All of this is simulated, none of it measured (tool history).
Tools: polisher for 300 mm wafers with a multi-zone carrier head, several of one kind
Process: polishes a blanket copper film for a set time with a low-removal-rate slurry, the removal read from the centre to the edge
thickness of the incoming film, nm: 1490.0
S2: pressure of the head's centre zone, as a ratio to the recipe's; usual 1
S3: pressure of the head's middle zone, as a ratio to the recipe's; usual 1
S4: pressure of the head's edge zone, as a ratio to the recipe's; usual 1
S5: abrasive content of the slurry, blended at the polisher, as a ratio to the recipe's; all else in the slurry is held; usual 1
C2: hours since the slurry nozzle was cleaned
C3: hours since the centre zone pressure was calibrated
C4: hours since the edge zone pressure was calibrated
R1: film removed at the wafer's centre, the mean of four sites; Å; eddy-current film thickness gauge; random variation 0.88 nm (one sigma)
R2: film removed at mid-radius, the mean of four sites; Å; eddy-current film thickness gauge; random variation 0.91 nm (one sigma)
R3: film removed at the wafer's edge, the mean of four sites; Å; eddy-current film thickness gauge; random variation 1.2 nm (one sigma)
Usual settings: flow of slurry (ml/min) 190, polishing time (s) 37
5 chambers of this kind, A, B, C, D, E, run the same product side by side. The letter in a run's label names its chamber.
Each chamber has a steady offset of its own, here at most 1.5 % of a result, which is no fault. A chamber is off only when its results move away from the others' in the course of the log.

Run 1B, hour 2.4: usual settings; wafers polished on this pad 173; C2 117.6; C3 229.8; C4 334. Result: R1 800.37 Å, R2 800.54 Å, R3 803.64 Å.
Run 2A, hour 6.2: usual settings; wafers polished on this pad 122; C2 183.5; C3 314.2; C4 400.7. Result: R1 803.11 Å, R2 800.65 Å, R3 803.61 Å.
Run 3C, hour 9.9: usual settings; wafers polished on this pad 648; C2 173.6; C3 1598.5; C4 337.4. Result: R1 803.05 Å, R2 792.55 Å, R3 831.06 Å.
At hour 13.4: chamber C: centre zone pressure recalibrated.
Run 4D, hour 14.1: usual settings; wafers polished on this pad 749; C2 284.4; C3 315.4; C4 757.4. Result: R1 828.65 Å, R2 804.42 Å, R3 809.87 Å.
At hour 16.8: chamber D: worn pad replaced by a new one.
Run 5E, hour 16.8: usual settings but S5 1.2; wafers polished on this pad 431; C2 224.9; C3 489.6; C4 167.8. Result: R1 815.4 Å, R2 830.3 Å, R3 835.71 Å.
Run 6B, hour 20.5: usual settings but S5 1.2; wafers polished on this pad 389; C2 135.7; C3 247.9; C4 352.1. Result: R1 833.18 Å, R2 835.38 Å, R3 814.27 Å.
Run 7C, hour 25: usual settings but S5 1.2; wafers polished on this pad 828; C2 188.7; C3 11.7; C4 352.5. Result: R1 848.56 Å, R2 836.16 Å, R3 842.75 Å.
Run 8A, hour 27.5: usual settings but S5 1.2; wafers polished on this pad 376; C2 204.8; C3 335.5; C4 422. Result: R1 836.92 Å, R2 833.59 Å, R3 848.15 Å.
Run 9E, hour 30.5: usual settings but S5 1.2; wafers polished on this pad 594; C2 238.6; C3 503.3; C4 181.5. Result: R1 826.5 Å, R2 842.18 Å, R3 854.12 Å.
Run 10D, hour 34.8: usual settings; wafers polished on this pad 215; C2 305.1; C3 336.1; C4 778.1. Result: R1 807.82 Å, R2 802.7 Å, R3 800.64 Å.
Run 11A, hour 37.2: usual settings but flow of slurry (ml/min) 145, S3 1.1; wafers polished on this pad 492; C2 214.5; C3 345.2; C4 431.7. Result: R1 775.1 Å, R2 855.73 Å, R3 771.17 Å.
Run 12D, hour 40.4: usual settings but flow of slurry (ml/min) 145, S3 1.1; wafers polished on this pad 282; C2 310.7; C3 341.7; C4 783.7. Result: R1 772.04 Å, R2 851.9 Å, R3 767.51 Å.
At hour 42.7: chamber C: worn pad replaced by a new one.
Run 13E, hour 43.1: usual settings but flow of slurry (ml/min) 145, S3 1.1; wafers polished on this pad 744; C2 251.2; C3 515.9; C4 194.1. Result: R1 756.95 Å, R2 821.19 Å, R3 797.65 Å.
Run 14B, hour 46.5: usual settings but flow of slurry (ml/min) 145, S3 1.1; wafers polished on this pad 699; C2 161.7; C3 273.9; C4 378.1. Result: R1 751.31 Å, R2 847.63 Å, R3 764.49 Å.
Run 15C, hour 49.1: usual settings but flow of slurry (ml/min) 145, S3 1.1; wafers polished on this pad 76; C2 212.8; C3 35.8; C4 376.6. Result: R1 787.83 Å, R2 825.1 Å, R3 766.22 Å.
At hour 51.4: chamber B: worn pad replaced by a new one.
Run 16D, hour 52.6: usual settings; wafers polished on this pad 427; C2 322.9; C3 353.9; C4 795.9. Result: R1 819.8 Å, R2 811.66 Å, R3 822.46 Å.
Run 17B, hour 54.7: usual settings but flow of slurry (ml/min) 160; wafers polished on this pad 39; C2 169.9; C3 282.1; C4 386.3. Result: R1 773.35 Å, R2 768.26 Å, R3 776.91 Å.
Run 18C, hour 57.7: usual settings but flow of slurry (ml/min) 160; wafers polished on this pad 179; C2 221.4; C3 44.4; C4 385.2. Result: R1 795.52 Å, R2 770.34 Å, R3 813.22 Å.
Run 19E, hour 60.1: usual settings but flow of slurry (ml/min) 160; wafers polished on this pad 947; C2 268.2; C3 532.9; C4 211.1. Result: R1 763.34 Å, R2 798.38 Å, R3 781.01 Å.
Run 20A, hour 63.6: usual settings but flow of slurry (ml/min) 160; wafers polished on this pad 806; C2 240.9; C3 371.6; C4 458.1. Result: R1 770.35 Å, R2 778.07 Å, R3 806.9 Å.
At hour 65.1: chamber A: slurry nozzle cleaned.
Run 21C, hour 67.5: usual settings but flow of slurry (ml/min) 160; wafers polished on this pad 296; C2 231.2; C3 54.2; C4 395. Result: R1 782.47 Å, R2 762.3 Å, R3 793.52 Å.
At hour 69.6: chamber D: edge zone pressure recalibrated.
Run 22E, hour 70.5: usual settings; wafers polished on this pad 1071; C2 278.6; C3 543.3; C4 221.5. Result: R1 790.16 Å, R2 810.8 Å, R3 798.61 Å.
Run 23B, hour 73.8: usual settings; wafers polished on this pad 267; C2 189; C3 301.2; C4 405.4. Result: R1 800.76 Å, R2 809.75 Å, R3 823.54 Å.
Run 24D, hour 75.9: usual settings; wafers polished on this pad 705; C2 346.2; C3 377.2; C4 6.3. Result: R1 807.14 Å, R2 811.85 Å, R3 801.34 Å.
Run 25A, hour 80.5: usual settings but flow of slurry (ml/min) 140; wafers polished on this pad 1008; C2 15.5; C3 388.5; C4 475. Result: R1 761.08 Å, R2 756.37 Å, R3 799 Å.
Run 26D, hour 84.3: usual settings but flow of slurry (ml/min) 140; wafers polished on this pad 805; C2 354.6; C3 385.6; C4 14.7. Result: R1 760.39 Å, R2 747.66 Å, R3 781.94 Å.
Run 27E, hour 88.3: usual settings but flow of slurry (ml/min) 140; wafers polished on this pad 1283; C2 296.4; C3 561.1; C4 239.3. Result: R1 701.63 Å, R2 742.53 Å, R3 741.1 Å.
At hour 89.1: chamber A: worn pad replaced by a new one.
Run 28A, hour 92.6: usual settings but flow of slurry (ml/min) 140; wafers polished on this pad 42; C2 27.6; C3 400.6; C4 487.1. Result: R1 752.46 Å, R2 749.16 Å, R3 788.05 Å.
At hour 93.9: chamber D: worn pad replaced by a new one.
Run 29C, hour 96.8: usual settings but flow of slurry (ml/min) 140; wafers polished on this pad 645; C2 260.5; C3 83.5; C4 424.3. Result: R1 759.28 Å, R2 748.55 Å, R3 776.15 Å.
Run 30B, hour 99.4: usual settings; wafers polished on this pad 572; C2 214.6; C3 326.8; C4 431. Result: R1 806.77 Å, R2 799.04 Å, R3 792.72 Å.
Run 31A, hour 103.3: usual settings; wafers polished on this pad 169; C2 38.3; C3 411.3; C4 497.8. Result: R1 789.7 Å, R2 809.57 Å, R3 797.88 Å.
Run 32E, hour 107.1: usual settings but S5 0.85; wafers polished on this pad 1507; C2 315.2; C3 579.9; C4 258.1. Result: R1 714.86 Å, R2 729.27 Å, R3 727.68 Å.
Run 33B, hour 109.5: usual settings but S5 0.85; wafers polished on this pad 693; C2 224.7; C3 336.9; C4 441.1. Result: R1 777.12 Å, R2 777.59 Å, R3 781.03 Å.
Run 34D, hour 111.8: usual settings but S5 0.85; wafers polished on this pad 214; C2 382.1; C3 413.1; C4 42.2. Result: R1 781.62 Å, R2 767.45 Å, R3 767.31 Å.
Run 35C, hour 115.9: usual settings but S5 0.85; wafers polished on this pad 873; C2 279.6; C3 102.6; C4 443.4. Result: R1 802.65 Å, R2 764.59 Å, R3 787.12 Å.
Run 36C, hour 118: usual settings but S5 0.85; wafers polished on this pad 898; C2 281.7; C3 104.7; C4 445.5. Result: R1 786.34 Å, R2 765.63 Å, R3 790.89 Å.
Run 37A, hour 121.2: usual settings; wafers polished on this pad 383; C2 56.2; C3 429.2; C4 515.7. Result: R1 792.03 Å, R2 794.13 Å, R3 797.76 Å.
Run 38D, hour 123.5: usual settings; wafers polished on this pad 353; C2 393.8; C3 424.8; C4 53.9. Result: R1 812.48 Å, R2 806.44 Å, R3 824.68 Å.
Run 39E, hour 127.8: usual settings; wafers polished on this pad 1754; C2 335.9; C3 600.6; C4 278.8. Result: R1 726.42 Å, R2 730.34 Å, R3 731.72 Å.
At hour 132: chamber B: worn pad replaced by a new one.
Run 40B, hour 132.4: usual settings; wafers polished on this pad 4; C2 247.6; C3 359.8; C4 464. Result: R1 796.86 Å, R2 796.45 Å, R3 794.66 Å.
Run 41D, hour 135.6: usual settings but S3 1.04, S5 0.8; wafers polished on this pad 498; C2 405.9; C3 436.9; C4 66. Result: R1 789.59 Å, R2 796.35 Å, R3 781.08 Å.
Run 42A, hour 139.4: usual settings but S3 1.04, S5 0.8; wafers polished on this pad 600; C2 74.4; C3 447.4; C4 533.9. Result: R1 759.71 Å, R2 813.9 Å, R3 768.36 Å.
Run 43B, hour 142.4: usual settings but S3 1.04, S5 0.8; wafers polished on this pad 124; C2 257.6; C3 369.8; C4 474. Result: R1 754.55 Å, R2 788.81 Å, R3 776.64 Å.

All 5 chambers run these settings next. Forecast each chamber's results:
Run 44A, hour 145.8: usual settings. Result: R1 ?, R2 ?, R3 ?.
Run 44B, hour 145.8: usual settings. Result: R1 ?, R2 ?, R3 ?.
Run 44C, hour 145.8: usual settings. Result: R1 ?, R2 ?, R3 ?.
Run 44D, hour 145.8: usual settings. Result: R1 ?, R2 ?, R3 ?.
Run 44E, hour 145.8: usual settings. Result: R1 ?, R2 ?, R3 ?.

run      R1      R2      R3
44A  797.13  804.16  799.75
44B  792.97   798.5  790.73
44C   806.7  794.62  824.88
44D  805.48   808.2  811.32
44E  701.08  699.28  719.54
